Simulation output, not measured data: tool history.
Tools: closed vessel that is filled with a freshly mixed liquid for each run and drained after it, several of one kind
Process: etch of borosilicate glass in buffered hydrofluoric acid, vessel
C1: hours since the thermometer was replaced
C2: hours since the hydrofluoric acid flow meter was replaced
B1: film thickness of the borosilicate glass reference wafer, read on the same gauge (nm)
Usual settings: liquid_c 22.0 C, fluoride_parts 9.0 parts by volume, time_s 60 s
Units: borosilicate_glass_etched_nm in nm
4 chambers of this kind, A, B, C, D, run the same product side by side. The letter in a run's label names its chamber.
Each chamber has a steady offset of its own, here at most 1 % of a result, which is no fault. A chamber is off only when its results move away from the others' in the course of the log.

Run 1B, day 0.567: usual settings; C1 360.4; C2 210.3; B1 130.02. Result: borosilicate_glass_etched_nm 70.270 nm.
At day 0.817: chamber A: hydrofluoric acid flow meter replaced.
Run 2D, day 1.117: usual settings; C1 1433.4; C2 36.0; B1 129.98. Result: borosilicate_glass_etched_nm 71.135 nm.
Run 3C, day 1.746: usual settings; C1 724.7; C2 951.0; B1 130.00. Result: borosilicate_glass_etched_nm 71.997 nm.
Run 4A, day 2.275: usual settings; C1 605.7; C2 35.1; B1 130.02. Result: borosilicate_glass_etched_nm 71.180 nm.
Run 5C, day 2.783: usual settings; C1 749.6; C2 975.9; B1 130.00. Result: borosilicate_glass_etched_nm 71.894 nm.
Run 6A, day 3.154: usual settings; C1 626.8; C2 56.2; B1 130.04. Result: borosilicate_glass_etched_nm 70.792 nm.
Run 7D, day 3.604: usual settings but fluoride_parts 12.0 parts by volume; C1 1493.1; C2 95.7; B1 129.97. Result: borosilicate_glass_etched_nm 55.857 nm.
Run 8B, day 4.229: usual settings but fluoride_parts 12.0 parts by volume; C1 448.3; C2 298.2; B1 130.01. Result: borosilicate_glass_etched_nm 54.562 nm.
Run 9D, day 4.838: usual settings but fluoride_parts 12.0 parts by volume; C1 1522.7; C2 125.3; B1 130.02. Result: borosilicate_glass_etched_nm 56.111 nm.
Run 10B, day 5.471: usual settings but fluoride_parts 12.0 parts by volume; C1 478.1; C2 328.0; B1 129.99. Result: borosilicate_glass_etched_nm 55.026 nm.
Run 11C, day 5.771: usual settings; C1 821.3; C2 1047.6; B1 129.99. Result: borosilicate_glass_etched_nm 72.314 nm.
Run 12A, day 6.250: usual settings; C1 701.1; C2 130.5; B1 129.93. Result: borosilicate_glass_etched_nm 71.696 nm.
Run 13B, day 6.892: usual settings; C1 512.2; C2 362.1; B1 129.97. Result: borosilicate_glass_etched_nm 70.917 nm.
Run 14A, day 7.183: usual settings; C1 723.5; C2 152.9; B1 130.02. Result: borosilicate_glass_etched_nm 70.821 nm.
Run 15D, day 7.808: usual settings; C1 1594.0; C2 196.6; B1 129.95. Result: borosilicate_glass_etched_nm 72.002 nm.
Run 16C, day 8.138: usual settings; C1 878.1; C2 1104.4; B1 130.00. Result: borosilicate_glass_etched_nm 71.471 nm.
Run 17C, day 8.508: usual settings; C1 887.0; C2 1113.3; B1 129.95. Result: borosilicate_glass_etched_nm 72.619 nm.
Run 18A, day 8.838: usual settings; C1 763.2; C2 192.6; B1 130.00. Result: borosilicate_glass_etched_nm 71.397 nm.
Run 19D, day 9.442: usual settings; C1 1633.2; C2 235.8; B1 130.00. Result: borosilicate_glass_etched_nm 72.304 nm.
At day 9.850: chamber B: thermometer replaced.
At day 10.054: chamber A: thermometer replaced.
Run 20B, day 10.058: usual settings; C1 5.1; C2 438.1; B1 130.01. Result: borosilicate_glass_etched_nm 69.442 nm.
Run 21A, day 10.446: usual settings but liquid_c 25.0 C, time_s 30 s; C1 9.5; C2 231.2; B1 129.98. Result: borosilicate_glass_etched_nm 41.152 nm.
Run 22D, day 10.775: usual settings but liquid_c 25.0 C, time_s 30 s; C1 1665.2; C2 267.8; B1 129.97. Result: borosilicate_glass_etched_nm 42.543 nm.
Run 23B, day 11.088: usual settings but liquid_c 25.0 C, time_s 30 s; C1 29.8; C2 462.8; B1 129.97. Result: borosilicate_glass_etched_nm 41.174 nm.
Run 24C, day 11.700: usual settings but liquid_c 25.0 C, time_s 30 s; C1 963.6; C2 1189.9; B1 129.99. Result: borosilicate_glass_etched_nm 43.080 nm.
Run 25C, day 12.229: usual settings; C1 976.3; C2 1202.6; B1 129.98. Result: borosilicate_glass_etched_nm 72.972 nm.
Run 26B, day 12.550: usual settings; C1 64.9; C2 497.9; B1 129.99. Result: borosilicate_glass_etched_nm 68.902 nm.
Run 27A, day 13.121: usual settings; C1 73.7; C2 295.4; B1 130.03. Result: borosilicate_glass_etched_nm 71.302 nm.
Run 28D, day 13.496: usual settings; C1 1730.5; C2 333.1; B1 130.01. Result: borosilicate_glass_etched_nm 71.806 nm.
Run 29A, day 14.042: usual settings but fluoride_parts 12.0 parts by volume, time_s 40 s; C1 95.8; C2 317.5; B1 130.00. Result: borosilicate_glass_etched_nm 37.350 nm.
Run 30D, day 14.388: usual settings but fluoride_parts 12.0 parts by volume, time_s 40 s; C1 1751.9; C2 354.5; B1 130.00. Result: borosilicate_glass_etched_nm 37.015 nm.
Run 31B, day 14.942: usual settings but fluoride_parts 12.0 parts by volume, time_s 40 s; C1 122.3; C2 555.3; B1 130.00. Result: borosilicate_glass_etched_nm 34.232 nm.
Run 32C, day 15.467: usual settings but fluoride_parts 12.0 parts by volume, time_s 40 s; C1 1054.0; C2 1280.3; B1 130.03. Result: borosilicate_glass_etched_nm 37.457 nm.
Run 33C, day 15.904: usual settings but liquid_c 25.5 C; C1 1064.5; C2 1290.8; B1 130.00. Result: borosilicate_glass_etched_nm 87.479 nm.
Run 34A, day 16.450: usual settings but liquid_c 25.5 C; C1 153.6; C2 375.3; B1 130.03. Result: borosilicate_glass_etched_nm 84.899 nm.
Run 35D, day 17.079: usual settings but liquid_c 25.5 C; C1 1816.5; C2 419.1; B1 129.99. Result: borosilicate_glass_etched_nm 85.943 nm.
Run 36B, day 17.500: usual settings but liquid_c 25.5 C; C1 183.7; C2 616.7; B1 129.99. Result: borosilicate_glass_etched_nm 80.308 nm.
Run 37D, day 17.896: usual settings; C1 1836.1; C2 438.7; B1 129.97. Result: borosilicate_glass_etched_nm 71.273 nm.
Run 38B, day 18.254: usual settings; C1 201.8; C2 634.8; B1 129.98. Result: borosilicate_glass_etched_nm 65.933 nm.
Run 39C, day 18.842: usual settings; C1 1135.0; C2 1361.3; B1 130.02. Result: borosilicate_glass_etched_nm 71.918 nm.
Run 40A, day 19.208: usual settings; C1 219.8; C2 441.5; B1 130.02. Result: borosilicate_glass_etched_nm 71.654 nm.
Run 41B, day 19.808: usual settings but time_s 35 s; C1 239.1; C2 672.1; B1 130.01. Result: borosilicate_glass_etched_nm 38.289 nm.

Is one chamber off against the others, does the gauge drift, or is nothing wrong? If a chamber is off, say which, and what the likeliest cause is.

Chamber B drifts away from the others.
Cause: hydrofluoric acid flow below the setpoint (%) = 11.4.

Here are 4 candidates for chamber B's next run, each the usual settings with a change, their results left as question marks. Which one brings its results back in line with what the others give on the usual settings?
In line means no further than this from the other chambers' mean on the usual settings: borosilicate_glass_etched_nm 2.000 nm
Run 42B-1, day 20.279: usual settings but liquid_c 22.5 C, time_s 70 s. Result: borosilicate_glass_etched_nm ?.
Run 42B-2, day 20.279: usual settings but liquid_c 21.5 C, fluoride_parts 9.5 parts by volume, time_s 55 s. Result: borosilicate_glass_etched_nm ?.
Run 42B-3, day 20.279: usual settings but time_s 55 s. Result: borosilicate_glass_etched_nm ?.
Run 42B-4, day 20.279: usual settings but fluoride_parts 8.0 parts by volume. Result: borosilicate_glass_etched_nm ?.

The other chambers' mean on the usual settings: borosilicate_glass_etched_nm 71.473 nm
  run  borosilicate_glass_etched_nm
42B-1                        78.319
42B-2                        55.221
42B-3                        59.896
42B-4                        70.972
42B-4 brings the chamber back in line.
